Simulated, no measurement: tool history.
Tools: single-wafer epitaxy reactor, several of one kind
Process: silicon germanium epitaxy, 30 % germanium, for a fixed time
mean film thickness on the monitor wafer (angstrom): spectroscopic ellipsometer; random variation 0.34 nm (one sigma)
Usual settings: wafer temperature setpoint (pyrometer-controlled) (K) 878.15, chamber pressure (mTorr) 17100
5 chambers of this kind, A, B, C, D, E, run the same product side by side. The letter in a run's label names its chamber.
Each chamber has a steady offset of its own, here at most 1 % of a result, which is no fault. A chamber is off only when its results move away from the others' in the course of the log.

run   hour  wafer temperature setpoint (pyrometer-controlled) (K)  chamber pressure (mTorr)  hours since the last pyrometer calibration  hours since the last manometer calibration  read-back reference wafer on the same gauge, thickness_nm  mean film thickness on the monitor wafer (angstrom)
 1E    9.7                                                 878.15                     17100                                      1291.3                                       662.7                                                     69.625                                               604.67
 2A   16.1                                                 878.15                     17100                                       131.9                                      1102.3                                                     69.516                                               601.99
 3C   24.1                                                 878.15                     17100                                        75.7                                       144.2                                                     69.532                                               610.36
 4D   31.2                                                 878.15                     17100                                       487.1                                      1851.8                                                     69.593                                               601.08
 5B   40.2                                                 878.15                     17100                                      1501.8                                       956.4                                                     69.727                                               608.65
 6C   50.4                                                 878.15                     15000                                       102.0                                       170.5                                                     69.507                                               577.30
 7A   56.6                                                 878.15                     15000                                       172.4                                      1142.8                                                     69.657                                               566.48
 8D   61.2                                                 878.15                     15000                                       517.1                                      1881.8                                                     69.566                                               581.02
 9B   68.1                                                 878.15                     15000                                      1529.7                                       984.3                                                     69.508                                               572.77
10E   74.6                                                 878.15                     15000                                      1356.2                                       727.6                                                     69.643                                               576.63
11D   81.5                                                 873.15                     17100                                       537.4                                      1902.1                                                     69.648                                               550.60
12B   90.3                                                 873.15                     17100                                      1551.9                                      1006.5                                                     69.578                                               550.26
13A   96.4                                                 873.15                     17100                                       212.2                                      1182.6                                                     69.616                                               551.58
14C  103.1                                                 873.15                     17100                                       154.7                                       223.2                                                     69.621                                               552.48
15E  111.1                                                 873.15                     17100                                      1392.7                                       764.1                                                     69.603                                               554.26
16D  117.5                                                 878.15                     17100                                       573.4                                      1938.1                                                     69.634                                               602.16
17E  122.3                                                 878.15                     17100                                      1403.9                                       775.3                                                     69.590                                               602.06
18B  127.9                                                 878.15                     17100                                      1589.5                                      1044.1                                                     69.593                                               601.03
19C  135.3                                                 868.15                     13600                                       186.9                                       255.4                                                     69.607                                               460.35
20A  143.6                                                 868.15                     13600                                       259.4                                      1229.8                                                     69.628                                               461.50
21C  150.4                                                 868.15                     13600                                       202.0                                       270.5                                                     69.588                                               463.47
22D  160.3                                                 868.15                     13600                                       616.2                                      1980.9                                                     69.622                                               460.93
23A  165.2                                                 868.15                     13600                                       281.0                                      1251.4                                                     69.516                                               462.78
24E  172.5                                                 878.15                     17100                                      1454.1                                       825.5                                                     69.686                                               600.39
25B  181.3                                                 878.15                     17100                                      1642.9                                      1097.5                                                     69.616                                               601.11
26D  190.2                                                 878.15                     17100                                       646.1                                      2010.8                                                     69.540                                               604.26
27B  198.6                                                 878.15                     17100                                      1660.2                                      1114.8                                                     69.544                                               599.24
28C  205.7                                                 878.15                     17100                                       257.3                                       325.8                                                     69.524                                               610.38
29A  213.6                                                 890.15                     15600                                       329.4                                      1299.8                                                     69.563                                               719.57
30E  222.3                                                 890.15                     15600                                      1503.9                                       875.3                                                     69.597                                               722.02
31E  232.5                                                 890.15                     15600                                      1514.1                                       885.5                                                     69.603                                               719.60
32D  242.4                                                 890.15                     15600                                       698.3                                      2063.0                                                     69.604                                               725.44
33A  249.2                                                 890.15                     15600                                       365.0                                      1335.4                                                     69.499                                               720.09
34B  257.9                                                 866.15                     17100                                      1719.5                                      1174.1                                                     69.602                                               483.80
35C  264.3                                                 866.15                     17100                                       315.9                                       384.4                                                     69.599                                               487.21
36C  273.9                                                 866.15                     17100                                       325.5                                       394.0                                                     69.508                                               485.55
37A  282.1                                                 866.15                     17100                                       397.9                                      1368.3                                                     69.489                                               485.79
38D  288.9                                                 866.15                     17100                                       744.8                                      2109.5                                                     69.637                                               483.46
39B  295.4                                                 890.15                     19700                                      1757.0                                      1211.6                                                     69.665                                               794.16
40E  301.1                                                 890.15                     19700                                      1582.7                                       954.1                                                     69.543                                               797.46
41C  309.4                                                 890.15                     19700                                       361.0                                       429.5                                                     69.562                                               800.09

Next, every chamber runs the same settings. What will each give?
42A  316.8                                                 878.15                     17100                                                                                                                                                                                                       ?
42B  316.8                                                 878.15                     17100                                                                                                                                                                                                       ?
42C  316.8                                                 878.15                     17100                                                                                                                                                                                                       ?
42D  316.8                                                 878.15                     17100                                                                                                                                                                                                       ?
42E  316.8                                                 878.15                     17100                                                                                                                                                                                                       ?

run  mean film thickness on the monitor wafer (angstrom)
42A                                               604.64
42B                                               599.88
42C                                               606.74
42D                                               613.18
42E                                               600.54
